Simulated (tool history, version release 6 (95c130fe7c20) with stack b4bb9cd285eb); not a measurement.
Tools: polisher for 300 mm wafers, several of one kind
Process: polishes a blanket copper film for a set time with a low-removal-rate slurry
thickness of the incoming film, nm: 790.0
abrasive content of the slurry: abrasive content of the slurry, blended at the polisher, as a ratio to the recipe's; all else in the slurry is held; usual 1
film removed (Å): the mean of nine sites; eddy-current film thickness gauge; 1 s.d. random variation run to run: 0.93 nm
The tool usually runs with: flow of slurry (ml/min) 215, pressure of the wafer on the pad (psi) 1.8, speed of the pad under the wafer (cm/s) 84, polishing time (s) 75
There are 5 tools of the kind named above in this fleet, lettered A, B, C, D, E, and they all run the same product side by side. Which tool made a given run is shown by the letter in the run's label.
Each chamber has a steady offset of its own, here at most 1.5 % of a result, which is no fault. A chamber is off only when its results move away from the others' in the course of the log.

run   hour  flow of slurry (ml/min)  pressure of the wafer on the pad (psi)  speed of the pad under the wafer (cm/s)  abrasive content of the slurry  polishing time (s)  wafers polished on this pad  hours since the slurry nozzle was cleaned  hours since the head pressure was calibrated  hours since the slurry blender was calibrated  film removed (Å)
 1D    8.5                      215                                     1.8                                       84                               1                  75                          555                                      250.2                                         398.6                                          269.8            939.77
 2A     20                      215                                     1.8                                       84                               1                  75                          574                                      581.3                                         544.7                                          186.9            941.07
      20.7  -- chamber E: worn pad replaced by a new one
 3E   34.8                      215                                     1.8                                       84                               1                  75                          142                                      413.4                                         371.1                                           74.9            965.69
        40  -- chamber D: worn pad replaced by a new one
      41.2  -- chamber B: slurry nozzle cleaned
      43.3  -- chamber B: worn pad replaced by a new one
 4B   47.9                      215                                     1.8                                       84                               1                  75                           47                                        6.8                                         914.5                                           86.4            934.59
      55.6  -- chamber A: worn pad replaced by a new one
 5C   59.4                      215                                     1.8                                       84                               1                  75                         1036                                      595.6                                         101.6                                          318.7            966.75
      61.4  -- chamber C: worn pad replaced by a new one
 6A   75.5                      215                                     1.8                                       84                               1                  75                          201                                      636.8                                         600.2                                          242.4            973.99
 7C   86.3                      215                                     1.8                                       54                               1                  75                          251                                      622.5                                         128.5                                          345.6            620.36
      87.6  -- chamber B: head pressure recalibrated
      90.5  -- chamber D: slurry blender recalibrated
      90.8  -- chamber C: slurry blender recalibrated
      92.7  -- chamber E: slurry nozzle cleaned
 8D   97.7                      215                                     1.8                                       54                               1                  75                          582                                      339.4                                         487.8                                            7.3            611.96
 9B  109.9                      215                                     1.8                                       54                               1                  75                          672                                       68.8                                          22.3                                          148.4               600
10E  125.8                      215                                     1.8                                       54                               1                  75                         1060                                       33.2                                         462.1                                          165.9            596.93
     126.2  -- chamber A: slurry nozzle cleaned
     128.5  -- chamber D: worn pad replaced by a new one
       130  -- chamber D: slurry nozzle cleaned
     130.8  -- chamber B: worn pad replaced by a new one
11D  137.6                      215                                     1.8                                       54                               1                  75                           92                                        7.6                                         527.7                                           47.2             614.2
     144.9  -- chamber C: worn pad replaced by a new one
12C  153.1                      215                                     1.8                                       84                               1                  75                           82                                      689.3                                         195.3                                           62.4            961.48
       157  -- chamber A: worn pad replaced by a new one
     159.3  -- chamber E: worn pad replaced by a new one
13E  166.5                      215                                     1.8                                       84                               1                  75                           73                                       73.9                                         502.8                                          206.6            951.81
14B  178.6                      215                                     1.8                                       84                               1                  75                          482                                      137.5                                            91                                          217.1            937.87
15A  190.1                      215                                     1.8                                       84                               1                  75                          333                                         64                                         714.8                                            357            970.03
     193.4  -- chamber A: slurry blender recalibrated
16E  205.6                      215                                     1.8                                       84                            0.75                  62                          467                                        113                                         541.9                                          245.7            737.77
     210.7  -- chamber D: worn pad replaced by a new one
17C  214.7                      215                                     1.8                                       84                            0.75                  62                          704                                      750.9                                         256.9                                            124            742.68
     220.4  -- chamber B: worn pad replaced by a new one
18D  224.4                      215                                     1.8                                       84                            0.75                  62                          138                                       94.4                                         614.5                                            134            734.81
     226.3  -- chamber C: worn pad replaced by a new one
19A  234.6                      215                                     1.8                                       84                            0.75                  62                          782                                      108.5                                         759.3                                           41.3            737.17
     244.7  -- chamber E: slurry blender recalibrated
20B  247.6                      215                                     1.8                                       84                            0.75                  62                          274                                      206.5                                           160                                          286.1            738.23
     258.2  -- chamber A: worn pad replaced by a new one
21D  258.2                      215                                     1.8                                       84                               1                  75                          479                                      128.2                                         648.3                                          167.8            954.79
22B    268                      215                                     1.8                                       84                               1                  75                          480                                      226.9                                         180.4                                          306.5            954.34
23C  280.8                      215                                     1.8                                       84                               1                  75                          550                                        817                                           323                                          190.1            936.71
     282.5  -- chamber C: slurry nozzle cleaned
     284.2  -- chamber B: slurry blender recalibrated
24E  290.4                      215                                     1.8                                       54                               1                  88                         1322                                      197.8                                         626.7                                           45.7            690.43
25A  297.5                      215                                     1.8                                       54                               1                  88                          396                                      171.4                                         822.2                                          104.2               716
     300.1  -- chamber D: worn pad replaced by a new one
     303.7  -- chamber E: worn pad replaced by a new one
26C  313.8                      215                                     1.8                                       54                               1                  88                          883                                       31.4                                           356                                          223.1            730.32
     315.5  -- chamber C: worn pad replaced by a new one
     318.6  -- chamber B: worn pad replaced by a new one
     322.4  -- chamber B: slurry nozzle cleaned
27E  324.9                      215                                     1.8                                       54                               1                  88                          214                                      232.3                                         661.2                                           80.2            679.66
28B  332.6                      215                                     1.8                                       54                               1                  88                          141                                       10.3                                           245                                           48.5            713.75
     336.1  -- chamber A: worn pad replaced by a new one
29A  342.1                      215                                     1.8                                       84                               1                  75                           60                                        216                                         866.8                                          148.8            940.73
30D  349.5                      215                                     1.8                                       84                               1                  75                          498                                      219.5                                         739.6                                          259.1            942.89
     356.9  -- chamber C: head pressure recalibrated
31B  361.6                      215                                     1.8                                       84                               1                  75                          433                                       39.3                                           274                                           77.5             961.2
32C  375.2                      215                                     1.8                                       84                               1                  75                          602                                       92.8                                          18.3                                          284.5            954.73
       383  -- chamber C: slurry blender recalibrated
33D  386.4                      215                                     1.8                                       84                               1                  75                          870                                      256.4                                         776.5                                            296            951.97
34E  396.3                      215                                     1.8                                       84                               1                  75                          934                                      303.7                                         732.6                                          151.6            896.09
       399  -- chamber D: slurry blender recalibrated
     399.8  -- chamber D: worn pad replaced by a new one
     408.3  -- chamber C: worn pad replaced by a new one
35A  410.3                      215                                     1.8                                       84                               1                  75                          748                                      284.2                                           935                                            217            953.08
36A  421.7                      215                                     1.8                                       84                               1                  75                          863                                      295.6                                         946.4                                          228.4            937.27
37E  432.4                      215                                     1.8                                       84                               1                  75                         1298                                      339.8                                         768.7                                          187.7            896.72
38D  443.2                      215                                     1.8                                       84                               1                  75                          437                                      313.2                                         833.3                                           44.3            969.61
39C  450.9                      215                                     1.8                                       84                               1                  75                          430                                      168.5                                            94                                           67.9            956.75

Each of the 5 chambers runs these same settings next. Fill in every chamber's results:
40A  462.5                      215                                     1.8                                       84                               1                  75                                                                                                                                                                                      ?
40B  462.5                      215                                     1.8                                       84                               1                  75                                                                                                                                                                                      ?
40C  462.5                      215                                     1.8                                       84                               1                  75                                                                                                                                                                                      ?
40D  462.5                      215                                     1.8                                       84                               1                  75                                                                                                                                                                                      ?
40E  462.5                      215                                     1.8                                       84                               1                  75                                                                                                                                                                                      ?

run  film removed (Å)
40A            954.34
40B            947.63
40C            974.25
40D            963.09
40E            883.63
